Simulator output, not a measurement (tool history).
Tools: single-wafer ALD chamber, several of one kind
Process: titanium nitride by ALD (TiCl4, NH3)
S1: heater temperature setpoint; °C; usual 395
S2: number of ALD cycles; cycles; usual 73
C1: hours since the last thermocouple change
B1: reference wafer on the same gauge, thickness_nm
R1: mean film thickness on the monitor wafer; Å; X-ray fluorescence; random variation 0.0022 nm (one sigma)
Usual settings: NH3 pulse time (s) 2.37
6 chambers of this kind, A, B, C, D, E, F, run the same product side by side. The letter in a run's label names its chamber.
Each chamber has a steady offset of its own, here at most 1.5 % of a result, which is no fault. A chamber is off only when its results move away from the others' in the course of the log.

run 1D hour=8.4 | S1=395 S2=73 NH3_pulse_time_(s)=2.37 | C1=741.3 | B1=1.7705 | R1=16.371
-- hour=16.2 chamber E: thermocouple changed; heater temperature recalibrated
run 2E hour=21.4 | S1=395 S2=73 NH3_pulse_time_(s)=2.37 | C1=5.2 | B1=1.7694 | R1=16.08
run 3F hour=33.5 | S1=395 S2=73 NH3_pulse_time_(s)=2.37 | C1=446.6 | B1=1.7699 | R1=16.092
run 4A hour=40.9 | S1=395 S2=73 NH3_pulse_time_(s)=2.37 | C1=790.7 | B1=1.769 | R1=16.208
run 5B hour=53.3 | S1=395 S2=73 NH3_pulse_time_(s)=2.37 | C1=2028.8 | B1=1.7692 | R1=16.256
run 6C hour=62.8 | S1=395 S2=73 NH3_pulse_time_(s)=2.37 | C1=141.3 | B1=1.7691 | R1=16.202
run 7D hour=76.6 | S1=395 S2=73 NH3_pulse_time_(s)=2.37 | C1=809.5 | B1=1.7683 | R1=16.326
run 8F hour=91.2 | S1=395 S2=73 NH3_pulse_time_(s)=2.37 | C1=504.3 | B1=1.7684 | R1=16.037
run 9B hour=102 | S1=395 S2=73 NH3_pulse_time_(s)=2.37 | C1=2077.5 | B1=1.7677 | R1=16.272
run 10E hour=111.1 | S1=395 S2=73 NH3_pulse_time_(s)=2.37 | C1=94.9 | B1=1.7678 | R1=16.069
run 11C hour=122.6 | S1=395 S2=73 NH3_pulse_time_(s)=2.37 | C1=201.1 | B1=1.7676 | R1=16.207
run 12A hour=136.5 | S1=395 S2=73 NH3_pulse_time_(s)=2.37 | C1=886.3 | B1=1.7669 | R1=16.141
run 13A hour=147.9 | S1=395 S2=73 NH3_pulse_time_(s)=2.37 | C1=897.7 | B1=1.7675 | R1=16.127
run 14F hour=162.2 | S1=395 S2=73 NH3_pulse_time_(s)=2.37 | C1=575.3 | B1=1.7672 | R1=16.039
run 15E hour=172.3 | S1=405 S2=68 NH3_pulse_time_(s)=2.37 | C1=156.1 | B1=1.7672 | R1=15.003
run 16B hour=179.7 | S1=405 S2=68 NH3_pulse_time_(s)=2.37 | C1=2155.2 | B1=1.7665 | R1=15.244
run 17D hour=186.5 | S1=405 S2=68 NH3_pulse_time_(s)=2.37 | C1=919.4 | B1=1.766 | R1=15.282
-- hour=193.3 chamber B: thermocouple changed; heater temperature recalibrated
run 18C hour=193.4 | S1=405 S2=68 NH3_pulse_time_(s)=2.37 | C1=271.9 | B1=1.7666 | R1=15.172
run 19C hour=208.2 | S1=405 S2=68 NH3_pulse_time_(s)=2.37 | C1=286.7 | B1=1.7657 | R1=15.162
run 20E hour=222.7 | S1=405 S2=68 NH3_pulse_time_(s)=2.37 | C1=206.5 | B1=1.7656 | R1=14.95
run 21F hour=232.5 | S1=395 S2=73 NH3_pulse_time_(s)=2.37 | C1=645.6 | B1=1.7648 | R1=16.022
run 22B hour=244 | S1=395 S2=73 NH3_pulse_time_(s)=2.37 | C1=50.8 | B1=1.7644 | R1=16.258
run 23D hour=255.2 | S1=395 S2=73 NH3_pulse_time_(s)=2.37 | C1=988.1 | B1=1.7643 | R1=16.262
run 24A hour=267.3 | S1=395 S2=73 NH3_pulse_time_(s)=2.37 | C1=1017.1 | B1=1.7648 | R1=16.117
run 25E hour=281.4 | S1=395 S2=73 NH3_pulse_time_(s)=2.37 | C1=265.2 | B1=1.7649 | R1=16.028
run 26D hour=290.3 | S1=395 S2=73 NH3_pulse_time_(s)=2.37 | C1=1023.2 | B1=1.7644 | R1=16.252
run 27A hour=305.6 | S1=395 S2=73 NH3_pulse_time_(s)=2.37 | C1=1055.4 | B1=1.7637 | R1=16.117
run 28F hour=317.6 | S1=395 S2=73 NH3_pulse_time_(s)=2.37 | C1=730.7 | B1=1.7638 | R1=16.023
run 29B hour=332 | S1=395 S2=73 NH3_pulse_time_(s)=2.37 | C1=138.8 | B1=1.7635 | R1=16.183
run 30C hour=346.1 | S1=395 S2=66 NH3_pulse_time_(s)=2.37 | C1=424.6 | B1=1.7627 | R1=14.604
run 31C hour=353.3 | S1=395 S2=66 NH3_pulse_time_(s)=2.37 | C1=431.8 | B1=1.7628 | R1=14.571
run 32B hour=363.7 | S1=395 S2=66 NH3_pulse_time_(s)=2.37 | C1=170.5 | B1=1.763 | R1=14.678
run 33A hour=373.9 | S1=395 S2=66 NH3_pulse_time_(s)=2.37 | C1=1123.7 | B1=1.7622 | R1=14.589
run 34D hour=385.4 | S1=395 S2=66 NH3_pulse_time_(s)=2.37 | C1=1118.3 | B1=1.7626 | R1=14.663
run 35F hour=397.5 | S1=395 S2=66 NH3_pulse_time_(s)=2.37 | C1=810.6 | B1=1.7619 | R1=14.486
run 36E hour=410.3 | S1=395 S2=73 NH3_pulse_time_(s)=2.37 | C1=394.1 | B1=1.7616 | R1=15.992
run 37F hour=417.3 | S1=395 S2=73 NH3_pulse_time_(s)=2.37 | C1=830.4 | B1=1.7609 | R1=15.987
run 38E hour=429.2 | S1=395 S2=73 NH3_pulse_time_(s)=2.37 | C1=413 | B1=1.7613 | R1=15.963
run 39D hour=437.3 | S1=395 S2=73 NH3_pulse_time_(s)=2.37 | C1=1170.2 | B1=1.7607 | R1=16.273
run 40B hour=444.4 | S1=395 S2=84 NH3_pulse_time_(s)=2.37 | C1=251.2 | B1=1.7601 | R1=18.625
run 41A hour=451.3 | S1=395 S2=84 NH3_pulse_time_(s)=2.37 | C1=1201.1 | B1=1.7604 | R1=18.514
run 42C hour=458.5 | S1=395 S2=84 NH3_pulse_time_(s)=2.37 | C1=537 | B1=1.7606 | R1=18.549
run 43D hour=471.3 | S1=395 S2=84 NH3_pulse_time_(s)=2.37 | C1=1204.2 | B1=1.7602 | R1=18.677

Next, every chamber runs the same settings. What will each give?
run 44A hour=482.5 | S1=395 S2=62 NH3_pulse_time_(s)=2.37 | R1=?
run 44B hour=482.5 | S1=395 S2=62 NH3_pulse_time_(s)=2.37 | R1=?
run 44C hour=482.5 | S1=395 S2=62 NH3_pulse_time_(s)=2.37 | R1=?
run 44D hour=482.5 | S1=395 S2=62 NH3_pulse_time_(s)=2.37 | R1=?
run 44E hour=482.5 | S1=395 S2=62 NH3_pulse_time_(s)=2.37 | R1=?
run 44F hour=482.5 | S1=395 S2=62 NH3_pulse_time_(s)=2.37 | R1=?

run=44A R1=13.695
run=44B R1=13.755
run=44C R1=13.671
run=44D R1=13.776
run=44E R1=13.556
run=44F R1=13.58
